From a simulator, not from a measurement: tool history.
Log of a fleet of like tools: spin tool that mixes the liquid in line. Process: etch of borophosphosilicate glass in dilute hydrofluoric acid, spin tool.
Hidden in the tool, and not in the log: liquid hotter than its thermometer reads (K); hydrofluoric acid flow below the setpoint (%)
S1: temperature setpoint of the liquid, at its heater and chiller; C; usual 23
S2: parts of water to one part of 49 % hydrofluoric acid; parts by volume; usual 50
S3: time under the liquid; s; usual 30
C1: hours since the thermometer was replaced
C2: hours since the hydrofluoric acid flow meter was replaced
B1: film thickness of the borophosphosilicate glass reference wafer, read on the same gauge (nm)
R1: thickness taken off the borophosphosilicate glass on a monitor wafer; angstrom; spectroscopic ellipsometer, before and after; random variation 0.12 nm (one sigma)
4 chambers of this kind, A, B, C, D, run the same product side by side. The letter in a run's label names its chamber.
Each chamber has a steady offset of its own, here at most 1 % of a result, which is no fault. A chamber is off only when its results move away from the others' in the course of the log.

{"run": "1D", "hour": 9.8, "S1": 23, "S2": 50, "S3": 30, "C1": 1089.5, "C2": 600.2, "B1": 119.98, "R1": 344.41}
{"run": "2A", "hour": 19.0, "S1": 23, "S2": 50, "S3": 30, "C1": 859.5, "C2": 288.7, "B1": 119.99, "R1": 347.81}
{"run": "3C", "hour": 30.6, "S1": 23, "S2": 50, "S3": 30, "C1": 961.0, "C2": 1202.0, "B1": 120.0, "R1": 347.87}
{"run": "4B", "hour": 36.7, "S1": 23, "S2": 50, "S3": 30, "C1": 1090.0, "C2": 524.0, "B1": 120.0, "R1": 346.44}
{"run": "5C", "hour": 41.9, "S1": 23, "S2": 35, "S3": 20, "C1": 972.3, "C2": 1213.3, "B1": 119.99, "R1": 333.55}
{"run": "6A", "hour": 49.2, "S1": 23, "S2": 35, "S3": 20, "C1": 889.7, "C2": 318.9, "B1": 119.99, "R1": 334.58}
{"run": "7D", "hour": 55.1, "S1": 23, "S2": 35, "S3": 20, "C1": 1134.8, "C2": 645.5, "B1": 120.02, "R1": 341.08}
{"run": "8B", "hour": 60.2, "S1": 23, "S2": 35, "S3": 20, "C1": 1113.5, "C2": 547.5, "B1": 120.02, "R1": 338.2}
{"run": "9C", "hour": 70.1, "S1": 23, "S2": 50, "S3": 30, "C1": 1000.5, "C2": 1241.5, "B1": 119.99, "R1": 345.07}
{"run": "10A", "hour": 80.7, "S1": 23, "S2": 50, "S3": 30, "C1": 921.2, "C2": 350.4, "B1": 120.03, "R1": 346.65}
{"run": "11B", "hour": 89.8, "S1": 23, "S2": 50, "S3": 30, "C1": 1143.1, "C2": 577.1, "B1": 119.98, "R1": 346.86}
{"run": "12D", "hour": 100.2, "S1": 23, "S2": 50, "S3": 30, "C1": 1179.9, "C2": 690.6, "B1": 120.01, "R1": 345.5}
{"run": "13B", "hour": 108.6, "S1": 23, "S2": 50, "S3": 30, "C1": 1161.9, "C2": 595.9, "B1": 120.02, "R1": 345.41}
{"run": "14C", "hour": 118.5, "S1": 23, "S2": 50, "S3": 30, "C1": 1048.9, "C2": 1289.9, "B1": 119.98, "R1": 345.23}
{"run": "15A", "hour": 126.8, "S1": 23, "S2": 50, "S3": 30, "C1": 967.3, "C2": 396.5, "B1": 120.0, "R1": 344.32}
{"run": "16D", "hour": 136.1, "S1": 23, "S2": 50, "S3": 30, "C1": 1215.8, "C2": 726.5, "B1": 119.97, "R1": 343.53}
{"run": "17C", "hour": 141.9, "S1": 23, "S2": 50, "S3": 30, "C1": 1072.3, "C2": 1313.3, "B1": 119.99, "R1": 346.12}
{"run": "18D", "hour": 147.8, "S1": 23, "S2": 50, "S3": 30, "C1": 1227.5, "C2": 738.2, "B1": 120.0, "R1": 347.12}
{"run": "19B", "hour": 154.3, "S1": 23, "S2": 50, "S3": 30, "C1": 1207.6, "C2": 641.6, "B1": 119.99, "R1": 341.77}
{"run": "20A", "hour": 161.1, "S1": 23, "S2": 50, "S3": 30, "C1": 1001.6, "C2": 430.8, "B1": 120.0, "R1": 347.24}
{"run": "21A", "hour": 168.2, "S1": 23, "S2": 50, "S3": 30, "C1": 1008.7, "C2": 437.9, "B1": 119.99, "R1": 344.76}
{"hour": 172.0, "done": "chamber A: hydrofluoric acid flow meter replaced"}
{"run": "22B", "hour": 174.5, "S1": 23, "S2": 50, "S3": 30, "C1": 1227.8, "C2": 661.8, "B1": 120.01, "R1": 340.75}
{"run": "23D", "hour": 183.1, "S1": 23, "S2": 50, "S3": 30, "C1": 1262.8, "C2": 773.5, "B1": 120.01, "R1": 344.56}
{"run": "24C", "hour": 193.0, "S1": 23, "S2": 50, "S3": 30, "C1": 1123.4, "C2": 1364.4, "B1": 120.0, "R1": 346.75}
{"run": "25C", "hour": 204.4, "S1": 23, "S2": 50, "S3": 30, "C1": 1134.8, "C2": 1375.8, "B1": 120.0, "R1": 347.75}
{"run": "26A", "hour": 214.3, "S1": 23, "S2": 65, "S3": 30, "C1": 1054.8, "C2": 42.4, "B1": 120.0, "R1": 263.27}
{"hour": 223.1, "done": "chamber C: thermometer replaced"}
{"run": "27D", "hour": 224.8, "S1": 23, "S2": 65, "S3": 30, "C1": 1304.5, "C2": 815.2, "B1": 119.98, "R1": 259.7}
{"run": "28B", "hour": 231.1, "S1": 23, "S2": 65, "S3": 30, "C1": 1284.4, "C2": 718.4, "B1": 119.97, "R1": 254.91}
{"run": "29C", "hour": 241.5, "S1": 23, "S2": 65, "S3": 30, "C1": 18.5, "C2": 1412.9, "B1": 119.97, "R1": 262.25}
{"run": "30A", "hour": 249.4, "S1": 23, "S2": 50, "S3": 30, "C1": 1089.9, "C2": 77.5, "B1": 120.01, "R1": 346.52}
{"run": "31D", "hour": 258.4, "S1": 23, "S2": 50, "S3": 30, "C1": 1338.1, "C2": 848.8, "B1": 120.01, "R1": 346.92}
{"run": "32B", "hour": 266.0, "S1": 23, "S2": 50, "S3": 30, "C1": 1319.3, "C2": 753.3, "B1": 120.03, "R1": 334.38}
{"run": "33B", "hour": 277.4, "S1": 23, "S2": 50, "S3": 30, "C1": 1330.7, "C2": 764.7, "B1": 120.0, "R1": 335.39}

All 4 chambers run these settings next. Forecast each chamber's results:
{"run": "34A", "hour": 285.8, "S1": 18, "S2": 50, "S3": 30, "R1": "?"}
{"run": "34B", "hour": 285.8, "S1": 18, "S2": 50, "S3": 30, "R1": "?"}
{"run": "34C", "hour": 285.8, "S1": 18, "S2": 50, "S3": 30, "R1": "?"}
{"run": "34D", "hour": 285.8, "S1": 18, "S2": 50, "S3": 30, "R1": "?"}

run=34A R1=282.57
run=34B R1=268.25
run=34C R1=281.02
run=34D R1=277.87

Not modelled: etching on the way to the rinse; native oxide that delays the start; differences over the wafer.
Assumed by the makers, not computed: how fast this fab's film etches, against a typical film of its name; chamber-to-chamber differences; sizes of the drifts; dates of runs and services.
